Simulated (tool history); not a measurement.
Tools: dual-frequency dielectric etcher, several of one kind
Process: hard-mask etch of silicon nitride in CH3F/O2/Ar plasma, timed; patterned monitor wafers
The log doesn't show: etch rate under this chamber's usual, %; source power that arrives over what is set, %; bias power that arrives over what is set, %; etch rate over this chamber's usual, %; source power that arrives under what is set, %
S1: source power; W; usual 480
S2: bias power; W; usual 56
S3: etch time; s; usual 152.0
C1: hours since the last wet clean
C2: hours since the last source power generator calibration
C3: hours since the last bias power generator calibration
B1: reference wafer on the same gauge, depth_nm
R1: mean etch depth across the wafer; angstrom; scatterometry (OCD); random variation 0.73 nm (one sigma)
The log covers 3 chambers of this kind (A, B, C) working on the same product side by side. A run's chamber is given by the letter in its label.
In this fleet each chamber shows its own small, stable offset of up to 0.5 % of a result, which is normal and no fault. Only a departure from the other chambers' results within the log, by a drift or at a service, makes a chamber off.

run 1A hour=5.0 | S1=480 S2=56 S3=152.0 | C1=216.9 C2=965.0 C3=981.7 | B1=92.033 | R1=1045.50
run 2C hour=11.9 | S1=480 S2=56 S3=152.0 | C1=199.7 C2=3020.7 C3=484.6 | B1=92.124 | R1=1054.50
run 3B hour=17.9 | S1=480 S2=56 S3=152.0 | C1=256.8 C2=2772.7 C3=2266.5 | B1=92.132 | R1=1045.50
run 4B hour=22.1 | S1=480 S2=56 S3=152.0 | C1=261.0 C2=2776.9 C3=2270.7 | B1=92.045 | R1=1047.50
run 5A hour=26.6 | S1=480 S2=67 S3=152.0 | C1=238.5 C2=986.6 C3=1003.3 | B1=91.983 | R1=1125.20
run 6C hour=32.4 | S1=480 S2=67 S3=152.0 | C1=220.2 C2=3041.2 C3=505.1 | B1=91.917 | R1=1114.30
run 7A hour=39.2 | S1=480 S2=67 S3=152.0 | C1=251.1 C2=999.2 C3=1015.9 | B1=91.871 | R1=1104.20
run 8B hour=46.6 | S1=480 S2=56 S3=152.0 | C1=285.5 C2=2801.4 C3=2295.2 | B1=92.097 | R1=1048.60
run 9C hour=53.0 | S1=480 S2=56 S3=152.0 | C1=240.8 C2=3061.8 C3=525.7 | B1=91.989 | R1=1041.30
run 10C hour=60.4 | S1=480 S2=56 S3=152.0 | C1=248.2 C2=3069.2 C3=533.1 | B1=92.055 | R1=1039.30
run 11B hour=65.5 | S1=480 S2=56 S3=152.0 | C1=304.4 C2=2820.3 C3=2314.1 | B1=92.086 | R1=1042.90
run 12A hour=70.7 | S1=480 S2=56 S3=152.0 | C1=282.6 C2=1030.7 C3=1047.4 | B1=92.075 | R1=1047.30
run 13B hour=78.0 | S1=480 S2=56 S3=152.0 | C1=316.9 C2=2832.8 C3=2326.6 | B1=91.940 | R1=1045.80
run 14A hour=86.0 | S1=480 S2=56 S3=152.0 | C1=297.9 C2=1046.0 C3=1062.7 | B1=92.021 | R1=1046.50
run 15C hour=89.9 | S1=480 S2=56 S3=152.0 | C1=277.7 C2=3098.7 C3=562.6 | B1=91.953 | R1=1050.10
run 16C hour=98.2 | S1=480 S2=56 S3=152.0 | C1=286.0 C2=3107.0 C3=570.9 | B1=92.088 | R1=1055.30
run 17B hour=105.7 | S1=480 S2=56 S3=152.0 | C1=344.6 C2=2860.5 C3=2354.3 | B1=91.963 | R1=1048.10
run 18A hour=113.8 | S1=370 S2=56 S3=137.5 | C1=325.7 C2=1073.8 C3=1090.5 | B1=91.833 | R1=847.11
run 19A hour=118.6 | S1=370 S2=56 S3=137.5 | C1=330.5 C2=1078.6 C3=1095.3 | B1=91.952 | R1=849.28
run 20C hour=126.8 | S1=370 S2=56 S3=137.5 | C1=314.6 C2=3135.6 C3=599.5 | B1=92.067 | R1=863.93
run 21B hour=132.4 | S1=480 S2=56 S3=152.0 | C1=371.3 C2=2887.2 C3=2381.0 | B1=91.993 | R1=1050.10
run 22B hour=141.0 | S1=480 S2=56 S3=116.5 | C1=379.9 C2=2895.8 C3=2389.6 | B1=91.885 | R1=801.22
run 23C hour=147.4 | S1=480 S2=56 S3=116.5 | C1=335.2 C2=3156.2 C3=620.1 | B1=91.937 | R1=801.48
run 24A hour=154.9 | S1=480 S2=56 S3=116.5 | C1=366.8 C2=1114.9 C3=1131.6 | B1=92.027 | R1=787.73
run 25A hour=161.7 | S1=480 S2=56 S3=152.0 | C1=373.6 C2=1121.7 C3=1138.4 | B1=91.936 | R1=1028.90
run 26C hour=166.0 | S1=480 S2=56 S3=152.0 | C1=353.8 C2=3174.8 C3=638.7 | B1=92.024 | R1=1053.80
run 27B hour=173.3 | S1=480 S2=56 S3=152.0 | C1=412.2 C2=2928.1 C3=2421.9 | B1=92.062 | R1=1049.40
run 28B hour=180.2 | S1=480 S2=56 S3=152.0 | C1=419.1 C2=2935.0 C3=2428.8 | B1=91.927 | R1=1040.70
run 29A hour=186.3 | S1=480 S2=56 S3=152.0 | C1=398.2 C2=1146.3 C3=1163.0 | B1=92.047 | R1=1026.30
run 30C hour=190.8 | S1=480 S2=56 S3=152.0 | C1=378.6 C2=3199.6 C3=663.5 | B1=92.088 | R1=1047.30
run 31B hour=195.8 | S1=480 S2=56 S3=152.0 | C1=434.7 C2=2950.6 C3=2444.4 | B1=91.950 | R1=1052.50
run 32A hour=200.1 | S1=480 S2=56 S3=170.0 | C1=412.0 C2=1160.1 C3=1176.8 | B1=91.953 | R1=1124.50
run 33C hour=208.8 | S1=480 S2=56 S3=170.0 | C1=396.6 C2=3217.6 C3=681.5 | B1=92.033 | R1=1173.30
run 34A hour=215.6 | S1=480 S2=56 S3=170.0 | C1=427.5 C2=1175.6 C3=1192.3 | B1=92.062 | R1=1104.00
run 35C hour=224.3 | S1=480 S2=56 S3=152.0 | C1=412.1 C2=3233.1 C3=697.0 | B1=91.783 | R1=1043.40

One chamber off, gauge drift, or nothing amiss beyond the chambers' own small offsets? If it is a chamber, which one, and what is the likeliest cause?

Chamber A drifts away from the others.
What lies behind it: etch rate under this chamber's usual, % = 4.54.

Below are 4 candidate recipes for chamber A's next run, each the usual settings with a change, their results shown as question marks. Which of them brings A's results back in line with what the other chambers give on the usual settings?
Counts as in line when no further than this from what the other chambers average on the usual settings: R1 25.00 angstrom
run 36A-1 hour=230.6 | S1=480 S2=55 S3=139.5 | R1=?
run 36A-2 hour=230.6 | S1=480 S2=56 S3=165.5 | R1=?
run 36A-3 hour=230.6 | S1=480 S2=56 S3=158.0 | R1=?
run 36A-4 hour=230.6 | S1=480 S2=56 S3=146.0 | R1=?

Usual-settings mean across the other chambers: R1 1045.70 angstrom
run=36A-1 R1=912.92
run=36A-2 R1=1089.30
run=36A-3 R1=1039.90
run=36A-4 R1=960.96
The answer is 36A-3, which returns the chamber to within the allowed miss of the others.

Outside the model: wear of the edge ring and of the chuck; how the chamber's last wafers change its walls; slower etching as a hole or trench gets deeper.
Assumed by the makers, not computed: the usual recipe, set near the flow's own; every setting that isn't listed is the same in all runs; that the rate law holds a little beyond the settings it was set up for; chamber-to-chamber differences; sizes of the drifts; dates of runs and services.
